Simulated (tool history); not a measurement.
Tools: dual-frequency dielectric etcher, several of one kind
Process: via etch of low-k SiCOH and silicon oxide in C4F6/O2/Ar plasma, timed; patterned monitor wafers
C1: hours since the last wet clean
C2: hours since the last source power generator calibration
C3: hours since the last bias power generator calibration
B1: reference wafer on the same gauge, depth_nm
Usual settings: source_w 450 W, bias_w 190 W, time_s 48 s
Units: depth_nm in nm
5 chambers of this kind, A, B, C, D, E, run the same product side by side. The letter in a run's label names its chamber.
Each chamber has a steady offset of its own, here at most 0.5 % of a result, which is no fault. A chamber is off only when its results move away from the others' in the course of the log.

run 1B hour=11.7 | source_w=450 bias_w=190 time_s=48 | C1=265.9 C2=3247.7 C3=2161.5 | B1=123.13 | depth_nm=121.48
run 2C hour=25 | source_w=450 bias_w=190 time_s=48 | C1=412.7 C2=1089.6 C3=846.5 | B1=123.06 | depth_nm=121.48
run 3A hour=33.8 | source_w=450 bias_w=190 time_s=48 | C1=373.9 C2=1221.7 C3=1433.9 | B1=123.04 | depth_nm=120.75
run 4D hour=48 | source_w=450 bias_w=190 time_s=48 | C1=317.3 C2=397.2 C3=314.3 | B1=123.01 | depth_nm=120.89
-- hour=54 chamber A: wet clean of the chamber
run 5E hour=58.9 | source_w=450 bias_w=190 time_s=48 | C1=446.4 C2=3110.3 C3=1273.3 | B1=122.93 | depth_nm=120.31
run 6A hour=73.8 | source_w=450 bias_w=164 time_s=48 | C1=19.9 C2=1261.7 C3=1473.9 | B1=123.15 | depth_nm=115.74
run 7D hour=87 | source_w=450 bias_w=164 time_s=48 | C1=356.3 C2=436.2 C3=353.3 | B1=123.04 | depth_nm=114.78
run 8E hour=100.7 | source_w=450 bias_w=164 time_s=48 | C1=488.2 C2=3152.1 C3=1315.1 | B1=122.92 | depth_nm=114.01
run 9C hour=110.1 | source_w=450 bias_w=164 time_s=48 | C1=497.8 C2=1174.7 C3=931.6 | B1=123.1 | depth_nm=116.3
run 10B hour=117.9 | source_w=450 bias_w=164 time_s=48 | C1=372.1 C2=3353.9 C3=2267.7 | B1=122.89 | depth_nm=114.77
run 11D hour=126.3 | source_w=450 bias_w=190 time_s=48 | C1=395.6 C2=475.5 C3=392.6 | B1=122.9 | depth_nm=120.03
run 12C hour=133.8 | source_w=450 bias_w=190 time_s=48 | C1=521.5 C2=1198.4 C3=955.3 | B1=123.02 | depth_nm=121.45
-- hour=134.6 chamber E: wet clean of the chamber
run 13B hour=146.4 | source_w=450 bias_w=190 time_s=48 | C1=400.6 C2=3382.4 C3=2296.2 | B1=123.02 | depth_nm=120.9
run 14E hour=158.4 | source_w=450 bias_w=190 time_s=48 | C1=23.9 C2=3209.8 C3=1372.8 | B1=123.09 | depth_nm=119.01
run 15A hour=167.2 | source_w=450 bias_w=190 time_s=48 | C1=113.3 C2=1355.1 C3=1567.3 | B1=123.04 | depth_nm=121.1
run 16B hour=177.7 | source_w=450 bias_w=190 time_s=48 | C1=431.9 C2=3413.7 C3=2327.5 | B1=122.83 | depth_nm=121.76
run 17D hour=190.7 | source_w=450 bias_w=190 time_s=48 | C1=460 C2=539.9 C3=457 | B1=123.14 | depth_nm=121.3
-- hour=195.7 chamber D: wet clean of the chamber
run 18A hour=204.5 | source_w=450 bias_w=190 time_s=48 | C1=150.6 C2=1392.4 C3=1604.6 | B1=122.86 | depth_nm=121.21
run 19C hour=212.3 | source_w=450 bias_w=190 time_s=48 | C1=600 C2=1276.9 C3=1033.8 | B1=122.88 | depth_nm=123.31
-- hour=219.2 chamber B: wet clean of the chamber
run 20E hour=227.7 | source_w=450 bias_w=190 time_s=48 | C1=93.2 C2=3279.1 C3=1442.1 | B1=123.04 | depth_nm=119.35
run 21A hour=240.7 | source_w=450 bias_w=190 time_s=48 | C1=186.8 C2=1428.6 C3=1640.8 | B1=123.01 | depth_nm=119.62
run 22C hour=252.9 | source_w=450 bias_w=190 time_s=48 | C1=640.6 C2=1317.5 C3=1074.4 | B1=122.75 | depth_nm=123.37
run 23B hour=262.5 | source_w=450 bias_w=190 time_s=48 | C1=43.3 C2=3498.5 C3=2412.3 | B1=123.08 | depth_nm=120.73
run 24E hour=275.2 | source_w=450 bias_w=190 time_s=48 | C1=140.7 C2=3326.6 C3=1489.6 | B1=123.02 | depth_nm=119.88
run 25D hour=291.4 | source_w=450 bias_w=164 time_s=48 | C1=95.7 C2=640.6 C3=557.7 | B1=122.93 | depth_nm=115.66
run 26C hour=300.8 | source_w=450 bias_w=164 time_s=48 | C1=688.5 C2=1365.4 C3=1122.3 | B1=122.95 | depth_nm=119.64
run 27B hour=308.7 | source_w=450 bias_w=164 time_s=48 | C1=89.5 C2=3544.7 C3=2458.5 | B1=122.86 | depth_nm=115.78
run 28E hour=323.9 | source_w=450 bias_w=164 time_s=48 | C1=189.4 C2=3375.3 C3=1538.3 | B1=122.91 | depth_nm=114.97
run 29D hour=340.1 | source_w=450 bias_w=164 time_s=48 | C1=144.4 C2=689.3 C3=606.4 | B1=123.13 | depth_nm=115.51
run 30A hour=352.4 | source_w=450 bias_w=190 time_s=48 | C1=298.5 C2=1540.3 C3=1752.5 | B1=123.12 | depth_nm=121.44
run 31C hour=368.6 | source_w=410 bias_w=190 time_s=34 | C1=756.3 C2=1433.2 C3=1190.1 | B1=123.16 | depth_nm=85.799
run 32A hour=382.7 | source_w=410 bias_w=190 time_s=34 | C1=328.8 C2=1570.6 C3=1782.8 | B1=122.93 | depth_nm=82.427
run 33B hour=394.8 | source_w=410 bias_w=190 time_s=34 | C1=175.6 C2=3630.8 C3=2544.6 | B1=122.91 | depth_nm=82.63

Next, every chamber runs the same settings. What will each give?
run 34A hour=406.5 | source_w=450 bias_w=232 time_s=48 | depth_nm=?
run 34B hour=406.5 | source_w=450 bias_w=232 time_s=48 | depth_nm=?
run 34C hour=406.5 | source_w=450 bias_w=232 time_s=48 | depth_nm=?
run 34D hour=406.5 | source_w=450 bias_w=232 time_s=48 | depth_nm=?
run 34E hour=406.5 | source_w=450 bias_w=232 time_s=48 | depth_nm=?

run=34A depth_nm=127.95
run=34B depth_nm=127.45
run=34C depth_nm=134.39
run=34D depth_nm=129.67
run=34E depth_nm=127.64
